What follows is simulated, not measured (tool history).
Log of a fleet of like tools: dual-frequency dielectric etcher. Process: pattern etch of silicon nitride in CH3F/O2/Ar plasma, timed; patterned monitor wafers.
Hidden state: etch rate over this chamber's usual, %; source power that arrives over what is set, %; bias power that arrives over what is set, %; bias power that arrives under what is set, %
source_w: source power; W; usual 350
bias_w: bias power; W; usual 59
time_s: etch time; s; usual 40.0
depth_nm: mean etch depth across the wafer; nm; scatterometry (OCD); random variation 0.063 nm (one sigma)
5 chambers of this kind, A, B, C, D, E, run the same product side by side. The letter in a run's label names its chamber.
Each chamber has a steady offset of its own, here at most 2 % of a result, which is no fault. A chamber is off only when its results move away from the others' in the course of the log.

| run | hour | source_w | bias_w | time_s | hours since the last wet clean | hours since the last source power generator calibration | hours since the last bias power generator calibration | read-back reference wafer on the same gauge, depth_nm | depth_nm |
|---|---|---|---|---|---|---|---|---|---|
| 1C | 4.5 | 350 | 59 | 40.0 | 561.7 | 692.2 | 2414.2 | 26.196 | 24.840 |
| 2D | 6.7 | 350 | 59 | 40.0 | 402.5 | 435.4 | 2364.6 | 26.216 | 24.789 |
|  | 6.8 | chamber A: wet clean of the chamber |
| 3A | 10.3 | 350 | 59 | 40.0 | 3.6 | 1726.2 | 1181.8 | 26.197 | 25.176 |
| 4E | 13.4 | 350 | 59 | 40.0 | 222.4 | 2549.0 | 3239.0 | 26.211 | 24.932 |
| 5B | 16.5 | 350 | 59 | 40.0 | 257.3 | 3230.5 | 826.7 | 26.191 | 24.443 |
| 6A | 20.2 | 350 | 59 | 40.0 | 13.5 | 1736.1 | 1191.7 | 26.199 | 25.172 |
| 7E | 24.6 | 350 | 59 | 40.0 | 233.6 | 2560.2 | 3250.2 | 26.188 | 24.848 |
| 8D | 26.9 | 380 | 59 | 40.0 | 422.7 | 455.6 | 2384.8 | 26.225 | 25.590 |
| 9C | 30.6 | 380 | 59 | 40.0 | 587.8 | 718.3 | 2440.3 | 26.204 | 25.581 |
| 10B | 34.1 | 380 | 59 | 40.0 | 274.9 | 3248.1 | 844.3 | 26.199 | 25.121 |
| 11B | 38.5 | 380 | 59 | 40.0 | 279.3 | 3252.5 | 848.7 | 26.193 | 25.138 |
| 12E | 42.6 | 380 | 59 | 40.0 | 251.6 | 2578.2 | 3268.2 | 26.219 | 25.679 |
| 13D | 46.1 | 350 | 59 | 40.0 | 441.9 | 474.8 | 2404.0 | 26.198 | 24.745 |
|  | 46.7 | chamber C: wet clean of the chamber |
|  | 48.0 | chamber D: wet clean of the chamber |
| 14C | 50.5 | 350 | 59 | 40.0 | 3.8 | 738.2 | 2460.2 | 26.193 | 24.842 |
| 15A | 55.2 | 410 | 59 | 50.0 | 48.5 | 1771.1 | 1226.7 | 26.200 | 33.393 |
| 16D | 59.2 | 410 | 59 | 50.0 | 11.3 | 487.9 | 2417.1 | 26.188 | 32.830 |
| 17C | 63.3 | 410 | 59 | 50.0 | 16.6 | 751.0 | 2473.0 | 26.213 | 33.155 |
| 18B | 66.9 | 410 | 59 | 50.0 | 307.7 | 3280.9 | 877.1 | 26.202 | 32.547 |
| 19A | 69.7 | 410 | 59 | 50.0 | 63.0 | 1785.6 | 1241.2 | 26.206 | 33.415 |
| 20E | 73.5 | 350 | 59 | 40.0 | 282.5 | 2609.1 | 3299.1 | 26.191 | 25.033 |
| 21D | 77.7 | 350 | 59 | 40.0 | 29.8 | 506.4 | 2435.6 | 26.193 | 24.848 |
| 22B | 81.3 | 350 | 59 | 50.0 | 322.1 | 3295.3 | 891.5 | 26.200 | 30.497 |
| 23C | 84.1 | 350 | 59 | 50.0 | 37.4 | 771.8 | 2493.8 | 26.211 | 31.068 |
| 24A | 88.6 | 350 | 59 | 50.0 | 81.9 | 1804.5 | 1260.1 | 26.194 | 31.455 |
| 25E | 90.9 | 350 | 59 | 50.0 | 299.9 | 2626.5 | 3316.5 | 26.201 | 31.444 |
| 26D | 95.1 | 350 | 59 | 50.0 | 47.2 | 523.8 | 2453.0 | 26.208 | 30.924 |
| 27E | 99.2 | 350 | 59 | 40.0 | 308.2 | 2634.8 | 3324.8 | 26.195 | 25.099 |
| 28C | 101.3 | 350 | 59 | 40.0 | 54.6 | 789.0 | 2511.0 | 26.206 | 24.933 |
| 29B | 103.9 | 350 | 59 | 40.0 | 344.7 | 3317.9 | 914.1 | 26.205 | 24.516 |
| 30A | 108.0 | 350 | 59 | 40.0 | 101.3 | 1823.9 | 1279.5 | 26.201 | 25.147 |
|  | 108.2 | chamber E: wet clean of the chamber |
| 31E | 110.5 | 350 | 59 | 40.0 | 2.4 | 2646.1 | 3336.1 | 26.197 | 25.122 |
| 32A | 114.2 | 270 | 73 | 40.0 | 107.5 | 1830.1 | 1285.7 | 26.200 | 24.463 |
| 33B | 118.9 | 270 | 73 | 40.0 | 359.7 | 3332.9 | 929.1 | 26.194 | 23.797 |
| 34C | 121.4 | 270 | 73 | 40.0 | 74.7 | 809.1 | 2531.1 | 26.203 | 24.268 |
| 35D | 124.5 | 270 | 73 | 40.0 | 76.6 | 553.2 | 2482.4 | 26.206 | 24.195 |
| 36D | 126.8 | 270 | 73 | 40.0 | 78.9 | 555.5 | 2484.7 | 26.205 | 24.041 |
| 37C | 129.1 | 350 | 59 | 40.0 | 82.4 | 816.8 | 2538.8 | 26.191 | 24.920 |
| 38E | 131.8 | 350 | 59 | 40.0 | 23.7 | 2667.4 | 3357.4 | 26.198 | 25.177 |
| 39A | 135.6 | 350 | 59 | 40.0 | 128.9 | 1851.5 | 1307.1 | 26.215 | 25.088 |
| 40B | 137.9 | 350 | 59 | 34.5 | 378.7 | 3351.9 | 948.1 | 26.216 | 21.040 |

All 5 chambers run these settings next. Forecast each chamber's results:
| 41A | 141.3 | 350 | 59 | 40.0 |  |  |  |  | ? |
| 41B | 141.3 | 350 | 59 | 40.0 |  |  |  |  | ? |
| 41C | 141.3 | 350 | 59 | 40.0 |  |  |  |  | ? |
| 41D | 141.3 | 350 | 59 | 40.0 |  |  |  |  | ? |
| 41E | 141.3 | 350 | 59 | 40.0 |  |  |  |  | ? |

| run | depth_nm |
|---|---|
| 41A | 25.103 |
| 41B | 24.442 |
| 41C | 24.849 |
| 41D | 24.826 |
| 41E | 25.235 |

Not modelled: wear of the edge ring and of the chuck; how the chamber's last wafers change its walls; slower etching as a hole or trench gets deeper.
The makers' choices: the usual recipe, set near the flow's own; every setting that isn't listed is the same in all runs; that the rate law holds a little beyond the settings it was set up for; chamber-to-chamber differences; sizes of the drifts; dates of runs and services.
